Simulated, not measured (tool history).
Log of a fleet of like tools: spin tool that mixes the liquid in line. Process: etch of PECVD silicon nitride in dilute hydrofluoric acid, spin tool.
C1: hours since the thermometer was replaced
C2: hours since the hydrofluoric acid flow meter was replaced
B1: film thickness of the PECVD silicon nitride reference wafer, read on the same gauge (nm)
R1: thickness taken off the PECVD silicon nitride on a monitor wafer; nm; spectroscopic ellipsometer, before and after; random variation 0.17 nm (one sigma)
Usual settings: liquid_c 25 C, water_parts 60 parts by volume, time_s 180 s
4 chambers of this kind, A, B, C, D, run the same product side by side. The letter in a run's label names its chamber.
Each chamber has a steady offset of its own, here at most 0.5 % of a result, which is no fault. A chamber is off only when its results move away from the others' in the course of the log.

Run 1B, day 0.117: usual settings; C1 263.8; C2 989.9; B1 150.02. Result: R1 17.808 nm.
Run 2C, day 0.3: usual settings; C1 493.5; C2 1538.2; B1 149.95. Result: R1 17.824 nm.
Run 3A, day 0.458: usual settings; C1 1965.2; C2 830.1; B1 150.02. Result: R1 17.759 nm.
Run 4D, day 0.562: usual settings; C1 1055.1; C2 243.4; B1 150.03. Result: R1 17.848 nm.
Run 5C, day 0.65: usual settings; C1 501.9; C2 1546.6; B1 150. Result: R1 17.976 nm.
Run 6B, day 0.738: usual settings but liquid_c 23 C, water_parts 75 parts by volume; C1 278.7; C2 1004.8; B1 149.99. Result: R1 12.404 nm.
Run 7D, day 0.908: usual settings but liquid_c 23 C, water_parts 75 parts by volume; C1 1063.4; C2 251.7; B1 150.02. Result: R1 12.48 nm.
Run 8A, day 1.004: usual settings but liquid_c 23 C, water_parts 75 parts by volume; C1 1978.3; C2 843.2; B1 149.94. Result: R1 12.602 nm.
Run 9D, day 1.179: usual settings but liquid_c 23 C, water_parts 75 parts by volume; C1 1069.9; C2 258.2; B1 150.02. Result: R1 12.47 nm.
Run 10C, day 1.354: usual settings; C1 518.8; C2 1563.5; B1 149.96. Result: R1 17.777 nm.
Run 11B, day 1.525: usual settings; C1 297.6; C2 1023.7; B1 149.97. Result: R1 17.826 nm.
Run 12A, day 1.675: usual settings; C1 1994.4; C2 859.3; B1 150. Result: R1 18.135 nm.
Run 13B, day 1.85: usual settings but time_s 95 s; C1 305.4; C2 1031.5; B1 150.03. Result: R1 9.5099 nm.
At day 1.925: chamber C: thermometer replaced.
Run 14C, day 1.958: usual settings but time_s 95 s; C1 0.9; C2 1578; B1 149.99. Result: R1 9.562 nm.
Run 15A, day 2.104: usual settings but time_s 95 s; C1 2004.7; C2 869.6; B1 150. Result: R1 9.5442 nm.
At day 2.275: chamber C: hydrofluoric acid flow meter replaced.
Run 16D, day 2.288: usual settings but time_s 95 s; C1 1096.5; C2 284.8; B1 150. Result: R1 9.4994 nm.
Run 17A, day 2.475: usual settings; C1 2013.6; C2 878.5; B1 149.98. Result: R1 18.528 nm.
Run 18C, day 2.642: usual settings; C1 17.3; C2 8.8; B1 149.97. Result: R1 17.822 nm.
Run 19B, day 2.783: usual settings; C1 327.8; C2 1053.9; B1 149.99. Result: R1 17.865 nm.
Run 20D, day 2.967: usual settings; C1 1112.8; C2 301.1; B1 149.98. Result: R1 17.753 nm.
Run 21A, day 3.129: usual settings; C1 2029.3; C2 894.2; B1 149.95. Result: R1 17.99 nm.
Run 22C, day 3.229: usual settings but liquid_c 27 C, water_parts 85 parts by volume; C1 31.4; C2 22.9; B1 149.95. Result: R1 14.483 nm.
Run 23B, day 3.392: usual settings but liquid_c 27 C, water_parts 85 parts by volume; C1 342.4; C2 1068.5; B1 150.03. Result: R1 14.594 nm.
Run 24D, day 3.554: usual settings but liquid_c 27 C, water_parts 85 parts by volume; C1 1126.9; C2 315.2; B1 150.01. Result: R1 14.435 nm.
Run 25B, day 3.642: usual settings but liquid_c 27 C, water_parts 85 parts by volume; C1 348.4; C2 1074.5; B1 149.95. Result: R1 14.417 nm.
Run 26A, day 3.771: usual settings; C1 2044.7; C2 909.6; B1 150.02. Result: R1 18.072 nm.
Run 27D, day 3.879: usual settings; C1 1134.7; C2 323; B1 150.04. Result: R1 17.564 nm.
Run 28C, day 4.062: usual settings; C1 51.4; C2 42.9; B1 150. Result: R1 17.942 nm.
Run 29A, day 4.196: usual settings; C1 2054.9; C2 919.8; B1 150.04. Result: R1 18.153 nm.
Run 30B, day 4.317: usual settings; C1 364.6; C2 1090.7; B1 149.98. Result: R1 18.007 nm.
Run 31C, day 4.438: usual settings; C1 60.4; C2 51.9; B1 149.98. Result: R1 17.856 nm.

Is one chamber off against the others, does the gauge drift, or is nothing wrong? If a chamber is off, say which, and what the likeliest cause is.

No chamber stands off beyond its own small offset, and the gauge holds steady.
